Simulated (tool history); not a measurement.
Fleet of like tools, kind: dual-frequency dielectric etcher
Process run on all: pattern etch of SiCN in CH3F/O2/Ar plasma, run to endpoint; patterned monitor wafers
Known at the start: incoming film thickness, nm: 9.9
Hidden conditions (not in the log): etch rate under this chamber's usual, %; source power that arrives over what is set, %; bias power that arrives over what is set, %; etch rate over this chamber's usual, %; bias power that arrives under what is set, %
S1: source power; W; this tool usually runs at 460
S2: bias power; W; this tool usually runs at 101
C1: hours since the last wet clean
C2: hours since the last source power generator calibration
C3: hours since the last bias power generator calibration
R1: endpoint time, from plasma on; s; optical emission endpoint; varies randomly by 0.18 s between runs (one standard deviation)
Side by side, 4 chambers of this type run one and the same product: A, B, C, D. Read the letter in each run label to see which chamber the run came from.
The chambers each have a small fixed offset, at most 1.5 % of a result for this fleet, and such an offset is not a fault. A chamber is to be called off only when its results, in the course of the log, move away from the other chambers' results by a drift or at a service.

run 1D hour=9.7 | S1=460 S2=101 | C1=199.4 C2=3108.2 C3=1159.5 | R1=21.920
run 2C hour=17.1 | S1=460 S2=101 | C1=81.8 C2=4174.2 C3=1609.4 | R1=22.261
run 3A hour=29.4 | S1=460 S2=101 | C1=251.2 C2=4534.5 C3=3532.3 | R1=21.995
run 4B hour=37.6 | S1=460 S2=101 | C1=388.3 C2=407.8 C3=1272.3 | R1=21.865
run 5B hour=47.8 | S1=400 S2=117 | C1=398.5 C2=418.0 C3=1282.5 | R1=21.944
run 6D hour=60.8 | S1=400 S2=117 | C1=250.5 C2=3159.3 C3=1210.6 | R1=21.799
run 7C hour=74.0 | S1=400 S2=117 | C1=138.7 C2=4231.1 C3=1666.3 | R1=22.069
-- hour=76.1 chamber B: wet clean of the chamber
run 8A hour=84.8 | S1=400 S2=117 | C1=306.6 C2=4589.9 C3=3587.7 | R1=21.776
run 9C hour=93.5 | S1=460 S2=101 | C1=158.2 C2=4250.6 C3=1685.8 | R1=22.221
run 10D hour=99.6 | S1=460 S2=101 | C1=289.3 C2=3198.1 C3=1249.4 | R1=21.767
run 11B hour=111.3 | S1=460 S2=101 | C1=35.2 C2=481.5 C3=1346.0 | R1=22.371
run 12A hour=121.5 | S1=460 S2=101 | C1=343.3 C2=4626.6 C3=3624.4 | R1=22.147
run 13A hour=132.3 | S1=460 S2=101 | C1=354.1 C2=4637.4 C3=3635.2 | R1=22.174
run 14D hour=142.1 | S1=460 S2=101 | C1=331.8 C2=3240.6 C3=1291.9 | R1=21.937
run 15C hour=155.2 | S1=460 S2=101 | C1=219.9 C2=4312.3 C3=1747.5 | R1=22.415
run 16B hour=166.1 | S1=530 S2=79 | C1=90.0 C2=536.3 C3=1400.8 | R1=22.988
run 17A hour=174.5 | S1=530 S2=79 | C1=396.3 C2=4679.6 C3=3677.4 | R1=23.017
run 18B hour=185.3 | S1=530 S2=79 | C1=109.2 C2=555.5 C3=1420.0 | R1=23.412
run 19D hour=195.6 | S1=530 S2=79 | C1=385.3 C2=3294.1 C3=1345.4 | R1=22.933
run 20C hour=208.0 | S1=460 S2=101 | C1=272.7 C2=4365.1 C3=1800.3 | R1=22.268
run 21B hour=214.0 | S1=460 S2=101 | C1=137.9 C2=584.2 C3=1448.7 | R1=22.240
run 22A hour=225.9 | S1=460 S2=101 | C1=447.7 C2=4731.0 C3=3728.8 | R1=22.156
run 23D hour=236.4 | S1=460 S2=101 | C1=426.1 C2=3334.9 C3=1386.2 | R1=21.781
run 24C hour=244.3 | S1=460 S2=101 | C1=309.0 C2=4401.4 C3=1836.6 | R1=22.596
-- hour=245.3 chamber A: wet clean of the chamber
run 25B hour=251.8 | S1=460 S2=101 | C1=175.7 C2=622.0 C3=1486.5 | R1=22.182
run 26D hour=264.8 | S1=340 S2=80 | C1=454.5 C2=3363.3 C3=1414.6 | R1=26.614
run 27C hour=272.0 | S1=340 S2=80 | C1=336.7 C2=4429.1 C3=1864.3 | R1=27.265
-- hour=276.9 chamber D: wet clean of the chamber
-- hour=280.7 chamber C: source power generator calibrated
run 28A hour=283.1 | S1=340 S2=80 | C1=37.8 C2=4788.2 C3=3786.0 | R1=26.951
run 29C hour=293.1 | S1=340 S2=80 | C1=357.8 C2=12.4 C3=1885.4 | R1=27.142
run 30D hour=299.3 | S1=460 S2=101 | C1=22.4 C2=3397.8 C3=1449.1 | R1=22.238
run 31A hour=308.5 | S1=460 S2=101 | C1=63.2 C2=4813.6 C3=3811.4 | R1=22.387
run 32B hour=317.7 | S1=460 S2=101 | C1=241.6 C2=687.9 C3=1552.4 | R1=22.494
run 33C hour=330.5 | S1=350 S2=101 | C1=395.2 C2=49.8 C3=1922.8 | R1=24.574
run 34D hour=343.8 | S1=350 S2=101 | C1=66.9 C2=3442.3 C3=1493.6 | R1=24.245
run 35B hour=357.4 | S1=350 S2=101 | C1=281.3 C2=727.6 C3=1592.1 | R1=24.814

The same settings go to every chamber for the next run, one line per chamber below. Forecast the results for each:
run 36A hour=367.2 | S1=400 S2=101 | R1=?
run 36B hour=367.2 | S1=400 S2=101 | R1=?
run 36C hour=367.2 | S1=400 S2=101 | R1=?
run 36D hour=367.2 | S1=400 S2=101 | R1=?

run=36A R1=23.465
run=36B R1=23.446
run=36C R1=23.429
run=36D R1=23.038
